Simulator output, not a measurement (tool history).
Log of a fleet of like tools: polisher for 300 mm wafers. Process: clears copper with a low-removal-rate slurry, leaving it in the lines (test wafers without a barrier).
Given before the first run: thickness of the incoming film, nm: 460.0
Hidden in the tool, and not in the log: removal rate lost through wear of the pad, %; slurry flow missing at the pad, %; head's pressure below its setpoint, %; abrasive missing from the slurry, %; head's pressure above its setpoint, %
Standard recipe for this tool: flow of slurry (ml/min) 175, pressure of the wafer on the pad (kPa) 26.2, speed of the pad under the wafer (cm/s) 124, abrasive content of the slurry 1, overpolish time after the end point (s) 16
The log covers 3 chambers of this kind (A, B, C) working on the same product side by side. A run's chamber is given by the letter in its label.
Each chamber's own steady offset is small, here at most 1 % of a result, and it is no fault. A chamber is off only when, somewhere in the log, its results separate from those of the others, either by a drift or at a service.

| run | day | flow of slurry (ml/min) | pressure of the wafer on the pad (kPa) | speed of the pad under the wafer (cm/s) | abrasive content of the slurry | overpolish time after the end point (s) | wafers polished on this pad | hours since the slurry nozzle was cleaned | hours since the head pressure was calibrated | hours since the slurry blender was calibrated | time until the end point was called (s) | dishing of a wide line in a test structure (nm) |
|---|---|---|---|---|---|---|---|---|---|---|---|---|
| 1B | 0.238 | 175 | 26.2 | 124 | 1 | 16 | 482 | 14.1 | 27 | 184.1 | 90.369 | 55.651 |
|  | 0.275 | chamber B: slurry blender recalibrated |
| 2A | 0.392 | 175 | 26.2 | 124 | 1 | 16 | 380 | 62.8 | 211.8 | 357.2 | 89.249 | 55.988 |
| 3C | 0.654 | 175 | 26.2 | 124 | 1 | 16 | 729 | 292.1 | 140.5 | 333.5 | 90.42 | 56.188 |
| 4C | 0.858 | 175 | 26.2 | 124 | 1 | 16 | 781 | 297 | 145.4 | 338.4 | 89.776 | 54.931 |
| 5A | 0.983 | 175 | 26.2 | 124 | 1 | 16 | 531 | 77 | 226 | 371.4 | 89.512 | 56.702 |
|  | 1.138 | chamber A: slurry blender recalibrated |
| 6B | 1.15 | 175 | 26.2 | 124 | 1 | 16 | 715 | 36 | 48.9 | 21 | 92.403 | 56.675 |
| 7B | 1.317 | 175 | 26.2 | 124 | 1.2 | 24 | 758 | 40 | 52.9 | 25 | 86.583 | 77.451 |
| 8C | 1.442 | 175 | 26.2 | 124 | 1.2 | 24 | 930 | 311 | 159.4 | 352.4 | 88.289 | 80.245 |
|  | 1.458 | chamber B: worn pad replaced by a new one |
| 9A | 1.608 | 175 | 26.2 | 124 | 1.2 | 24 | 691 | 92 | 241 | 11.4 | 87.12 | 79.045 |
| 10C | 1.854 | 175 | 26.2 | 124 | 1 | 16 | 1035 | 320.9 | 169.3 | 362.3 | 90.957 | 54.767 |
|  | 2.012 | chamber A: worn pad replaced by a new one |
| 11A | 2.067 | 175 | 26.2 | 124 | 1 | 16 | 14 | 103 | 252 | 22.4 | 90.832 | 55.896 |
| 12B | 2.3 | 175 | 26.2 | 124 | 1 | 16 | 215 | 63.6 | 76.5 | 48.6 | 91.02 | 55.814 |
| 13C | 2.462 | 175 | 26.2 | 124 | 1 | 16 | 1191 | 335.5 | 183.9 | 376.9 | 90.462 | 55.241 |
| 14B | 2.575 | 195 | 26.2 | 124 | 1 | 16 | 286 | 70.2 | 83.1 | 55.2 | 88.292 | 56.295 |
| 15A | 2.738 | 195 | 26.2 | 124 | 1 | 16 | 186 | 119.1 | 268.1 | 38.5 | 89.796 | 55.788 |
| 16B | 2.896 | 195 | 26.2 | 124 | 1 | 16 | 368 | 77.9 | 90.8 | 62.9 | 89.877 | 55.579 |
|  | 2.996 | chamber C: worn pad replaced by a new one |
| 17C | 3.154 | 175 | 26.2 | 124 | 1 | 16 | 41 | 352.1 | 200.5 | 393.5 | 89.287 | 56.317 |
| 18A | 3.321 | 175 | 26.2 | 124 | 1 | 16 | 335 | 133.1 | 282.1 | 52.5 | 91.568 | 54.995 |
| 19C | 3.5 | 175 | 26.2 | 124 | 1 | 16 | 129 | 360.4 | 208.8 | 401.8 | 91.106 | 56.607 |
| 20B | 3.758 | 175 | 26.2 | 124 | 1 | 16 | 588 | 98.6 | 111.5 | 83.6 | 89.808 | 55.534 |
| 21A | 3.896 | 175 | 26.2 | 124 | 1 | 16 | 482 | 146.9 | 295.9 | 66.3 | 91.525 | 55.6 |
|  | 3.925 | chamber A: head pressure recalibrated |
|  | 3.925 | chamber C: slurry nozzle cleaned |
|  | 4.021 | chamber B: worn pad replaced by a new one |
| 22A | 4.025 | 175 | 26.2 | 124 | 1 | 16 | 515 | 150 | 2.5 | 69.4 | 100.81 | 50.177 |
| 23B | 4.15 | 175 | 26.2 | 124 | 1 | 16 | 33 | 108 | 120.9 | 93 | 91.98 | 55.253 |
| 24C | 4.3 | 175 | 26.2 | 124 | 1 | 16 | 334 | 9 | 228 | 421 | 91.298 | 55.383 |
| 25C | 4.462 | 175 | 26.2 | 124 | 1 | 16 | 375 | 12.9 | 231.9 | 424.9 | 91.878 | 54.229 |
| 26A | 4.604 | 130 | 26.2 | 124 | 1.15 | 16 | 663 | 163.9 | 16.4 | 83.3 | 102.37 | 48.363 |
|  | 4.817 | chamber A: worn pad replaced by a new one |
| 27B | 4.817 | 130 | 26.2 | 124 | 1.15 | 16 | 203 | 124 | 136.9 | 109 | 92.17 | 54.469 |
| 28A | 4.942 | 130 | 26.2 | 124 | 1.15 | 16 | 32 | 172 | 24.5 | 91.4 | 104.32 | 48.928 |
| 29C | 5.158 | 175 | 26.2 | 124 | 1 | 16 | 553 | 29.6 | 248.6 | 441.6 | 91.862 | 54.798 |
| 30B | 5.3 | 175 | 26.2 | 124 | 1 | 16 | 327 | 135.6 | 148.5 | 120.6 | 90.453 | 56.199 |
| 31A | 5.525 | 175 | 26.2 | 124 | 1.2 | 16 | 181 | 186 | 38.5 | 105.4 | 96.62 | 51.573 |
| 32C | 5.646 | 175 | 26.2 | 124 | 1.2 | 16 | 678 | 41.3 | 260.3 | 453.3 | 87.876 | 57.823 |
| 33B | 5.904 | 175 | 26.2 | 124 | 1.2 | 16 | 481 | 150.1 | 163 | 135.1 | 88.171 | 58.041 |
| 34A | 6.104 | 175 | 26.2 | 124 | 1 | 16 | 329 | 199.9 | 52.4 | 119.3 | 101.01 | 49.031 |
| 35C | 6.358 | 175 | 26.2 | 124 | 1 | 16 | 860 | 58.4 | 277.4 | 470.4 | 90.174 | 55.509 |
| 36B | 6.483 | 175 | 34.5 | 124 | 1 | 16 | 629 | 164 | 176.9 | 149 | 69.385 | 71.155 |
|  | 6.596 | chamber C: slurry blender recalibrated |
|  | 6.712 | chamber B: worn pad replaced by a new one |
| 37A | 6.729 | 175 | 34.5 | 124 | 1 | 16 | 489 | 214.9 | 67.4 | 134.3 | 78.05 | 63.71 |
| 38C | 6.9 | 175 | 34.5 | 124 | 1 | 16 | 999 | 71.4 | 290.4 | 7.3 | 69.183 | 71.12 |
| 39B | 7.158 | 175 | 26.2 | 124 | 0.9 | 10 | 114 | 180.2 | 193.1 | 165.2 | 93.924 | 35.728 |
|  | 7.338 | chamber C: worn pad replaced by a new one |
| 40C | 7.338 | 175 | 26.2 | 124 | 0.9 | 10 | 0 | 81.9 | 300.9 | 17.8 | 92.968 | 36.155 |
| 41A | 7.575 | 175 | 26.2 | 124 | 0.9 | 10 | 705 | 235.2 | 87.7 | 154.6 | 103.05 | 33.123 |

Next, all 3 chambers run the settings below, one line each with question marks for the results. What does each chamber give?
| 42A | 7.767 | 175 | 26.2 | 124 | 1 | 16 |  |  |  |  | ? | ? |
| 42B | 7.767 | 175 | 26.2 | 124 | 1 | 16 |  |  |  |  | ? | ? |
| 42C | 7.767 | 175 | 26.2 | 124 | 1 | 16 |  |  |  |  | ? | ? |

| run | time until the end point was called (s) | dishing of a wide line in a test structure (nm) |
|---|---|---|
| 42A | 101.65 | 50.964 |
| 42B | 91.465 | 55.661 |
| 42C | 90.007 | 54.586 |

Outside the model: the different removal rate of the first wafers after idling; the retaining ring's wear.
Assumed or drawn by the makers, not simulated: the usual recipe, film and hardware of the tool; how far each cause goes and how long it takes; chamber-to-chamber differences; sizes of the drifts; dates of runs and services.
